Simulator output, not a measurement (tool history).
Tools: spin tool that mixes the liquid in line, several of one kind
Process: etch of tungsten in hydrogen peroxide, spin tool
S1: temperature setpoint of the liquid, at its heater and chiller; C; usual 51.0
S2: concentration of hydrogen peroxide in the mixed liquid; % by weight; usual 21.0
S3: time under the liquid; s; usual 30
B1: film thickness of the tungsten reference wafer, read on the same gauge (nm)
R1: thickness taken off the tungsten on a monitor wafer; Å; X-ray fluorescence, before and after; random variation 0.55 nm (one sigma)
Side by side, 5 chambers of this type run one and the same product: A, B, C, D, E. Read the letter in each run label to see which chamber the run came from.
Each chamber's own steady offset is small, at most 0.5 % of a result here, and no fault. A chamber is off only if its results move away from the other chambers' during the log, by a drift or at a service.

run   hour    S1    S2  S3      B1      R1
 1B    9.4  51.0  21.0  30  70.024  909.14
 2D   14.0  51.0  21.0  30  70.001  917.12
 3E   21.4  51.0  21.0  30  70.033  903.46
 4C   31.7  51.0  21.0  30  70.031  920.57
 5A   38.5  51.0  21.0  30  69.983  916.32
 6E   44.2  51.0  21.0  30  69.976  908.35
 7D   54.2  51.0  21.0  30  69.997  916.14
 8C   59.6  51.0  21.0  30  70.007  923.36
 9B   65.3  59.5  21.0  15  69.990  761.82
10A   70.2  59.5  21.0  15  69.988  751.44
11A   78.0  59.5  21.0  15  70.001  760.43
      82.4  -- chamber C: thermometer replaced
12C   83.4  59.5  21.0  15  69.984  754.90
13B   90.2  59.5  21.0  15  69.965  759.28
      93.6  -- chamber C: peroxide flow meter replaced
14D   99.6  46.0  26.0  30  70.012  739.46
15E  109.8  46.0  26.0  30  70.022  746.76
16D  120.2  46.0  26.0  30  70.017  746.83
17E  130.3  46.0  26.0  30  70.039  745.96
18C  140.9  46.0  26.0  30  70.009  752.24
19B  150.6  51.0  21.0  30  69.992  925.07
20A  158.6  51.0  21.0  30  70.005  920.05
21E  163.7  51.0  21.0  30  69.993  904.73
22D  172.3  51.0  15.5  30  70.012  787.09
     177.0  -- chamber B: new drum of peroxide connected
23A  180.7  51.0  15.5  30  70.036  788.31
     190.5  -- chamber A: peroxide flow meter replaced
24C  191.3  51.0  15.5  30  69.990  780.11
25B  200.7  51.0  15.5  30  70.006  784.50
26A  210.1  51.0  15.5  30  69.993  778.27
27C  215.0  51.0  21.0  30  70.015  924.17
28D  222.8  51.0  21.0  30  70.017  908.82
29B  229.3  51.0  24.0  20  70.008  650.20
30E  236.7  51.0  24.0  20  70.025  649.28

Predict what each chamber gives when all 5 of them run the settings below next.
31A  244.3  51.0  21.0  30       ?
31B  244.3  51.0  21.0  30       ?
31C  244.3  51.0  21.0  30       ?
31D  244.3  51.0  21.0  30       ?
31E  244.3  51.0  21.0  30       ?

run      R1
31A  922.38
31B  919.17
31C  913.66
31D  919.41
31E  902.71
